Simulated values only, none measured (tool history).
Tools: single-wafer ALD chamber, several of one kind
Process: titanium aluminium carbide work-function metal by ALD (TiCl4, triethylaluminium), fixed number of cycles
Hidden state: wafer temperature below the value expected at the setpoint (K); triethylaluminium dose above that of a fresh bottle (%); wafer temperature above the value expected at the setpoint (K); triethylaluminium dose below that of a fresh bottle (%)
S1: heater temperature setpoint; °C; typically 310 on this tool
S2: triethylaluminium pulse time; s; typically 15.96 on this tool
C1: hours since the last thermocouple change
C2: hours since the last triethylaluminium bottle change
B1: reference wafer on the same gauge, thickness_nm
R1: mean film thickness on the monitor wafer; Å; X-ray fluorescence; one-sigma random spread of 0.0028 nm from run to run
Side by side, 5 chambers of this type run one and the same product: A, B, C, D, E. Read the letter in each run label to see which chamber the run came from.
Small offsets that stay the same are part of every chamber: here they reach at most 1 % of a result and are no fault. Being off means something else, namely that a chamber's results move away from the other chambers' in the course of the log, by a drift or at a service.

| run | hour | S1 | S2 | C1 | C2 | B1 | R1 |
|---|---|---|---|---|---|---|---|
| 1E | 4.1 | 310 | 15.96 | 871.3 | 452.3 | 2.2496 | 21.376 |
| 2C | 7.7 | 310 | 15.96 | 2738.3 | 583.5 | 2.2496 | 21.533 |
| 3D | 10.7 | 310 | 15.96 | 666.4 | 292 | 2.2492 | 21.259 |
| 4B | 14.6 | 310 | 15.96 | 1292.7 | 539.2 | 2.2485 | 21.355 |
| 5A | 19.9 | 310 | 15.96 | 1038.5 | 677.4 | 2.2486 | 21.609 |
| 6D | 25.5 | 310 | 15.96 | 681.2 | 306.8 | 2.2486 | 21.291 |
| 7E | 31.4 | 300 | 18 | 898.6 | 479.6 | 2.2481 | 20.493 |
| 8B | 36.9 | 300 | 18 | 1315 | 561.5 | 2.2468 | 20.495 |
| 9A | 40.2 | 300 | 18 | 1058.8 | 697.7 | 2.2473 | 20.711 |
| 10C | 44 | 300 | 18 | 2774.6 | 619.8 | 2.2467 | 20.68 |
| 11E | 48.2 | 300 | 18 | 915.4 | 496.4 | 2.2472 | 20.452 |
| 12B | 52 | 310 | 15.96 | 1330.1 | 576.6 | 2.2457 | 21.322 |
| 13C | 57.3 | 310 | 15.96 | 2787.9 | 633.1 | 2.2455 | 21.481 |
| 14A | 62.6 | 310 | 15.96 | 1081.2 | 720.1 | 2.2454 | 21.565 |
| 15D | 66.6 | 310 | 15.96 | 722.3 | 347.9 | 2.2454 | 21.287 |
| 16C | 71.7 | 310 | 10.91 | 2802.3 | 647.5 | 2.244 | 21.042 |
| 17B | 74.5 | 310 | 10.91 | 1352.6 | 599.1 | 2.2448 | 20.916 |
| 18D | 77.7 | 310 | 10.91 | 733.4 | 359 | 2.2445 | 20.807 |
| 19A | 80.9 | 310 | 10.91 | 1099.5 | 738.4 | 2.2439 | 21.124 |
| 20E | 85.5 | 310 | 10.91 | 952.7 | 533.7 | 2.2433 | 20.9 |
| 21E | 88.7 | 310 | 15.96 | 955.9 | 536.9 | 2.2436 | 21.328 |
| 22C | 92.8 | 310 | 15.96 | 2823.4 | 668.6 | 2.2431 | 21.436 |
| 23B | 98.4 | 310 | 15.96 | 1376.5 | 623 | 2.2431 | 21.336 |
| 24A | 103.6 | 310 | 12.03 | 1122.2 | 761.1 | 2.2427 | 21.276 |
| 25D | 109.9 | 310 | 12.03 | 765.6 | 391.2 | 2.242 | 20.949 |
| 26D | 115.3 | 310 | 12.03 | 771 | 396.6 | 2.2414 | 20.976 |
| 27C | 119.4 | 310 | 12.03 | 2850 | 695.2 | 2.2411 | 21.123 |
| 28A | 123.5 | 310 | 12.03 | 1142.1 | 781 | 2.2408 | 21.28 |
| 29B | 128.7 | 310 | 15.96 | 1406.8 | 653.3 | 2.2405 | 21.326 |
| 30E | 133.3 | 318 | 11.87 | 1000.5 | 581.5 | 2.2402 | 21.719 |
| 31A | 137.4 | 318 | 11.87 | 1156 | 794.9 | 2.2395 | 21.899 |
| 32B | 142.1 | 318 | 11.87 | 1420.2 | 666.7 | 2.2394 | 21.712 |
| 33E | 148.2 | 318 | 11.87 | 1015.4 | 596.4 | 2.239 | 21.691 |
| 34D | 151.9 | 318 | 11.87 | 807.6 | 433.2 | 2.239 | 21.622 |
| 35C | 156.3 | 310 | 15.96 | 2886.9 | 732.1 | 2.2379 | 21.377 |

Predict what each chamber gives when all 5 of them run the settings below next.
| 36A | 160.8 | 310 | 21.02 |  |  |  | ? |
| 36B | 160.8 | 310 | 21.02 |  |  |  | ? |
| 36C | 160.8 | 310 | 21.02 |  |  |  | ? |
| 36D | 160.8 | 310 | 21.02 |  |  |  | ? |
| 36E | 160.8 | 310 | 21.02 |  |  |  | ? |

| run | R1 |
|---|---|
| 36A | 21.551 |
| 36B | 21.333 |
| 36C | 21.504 |
| 36D | 21.237 |
| 36E | 21.344 |
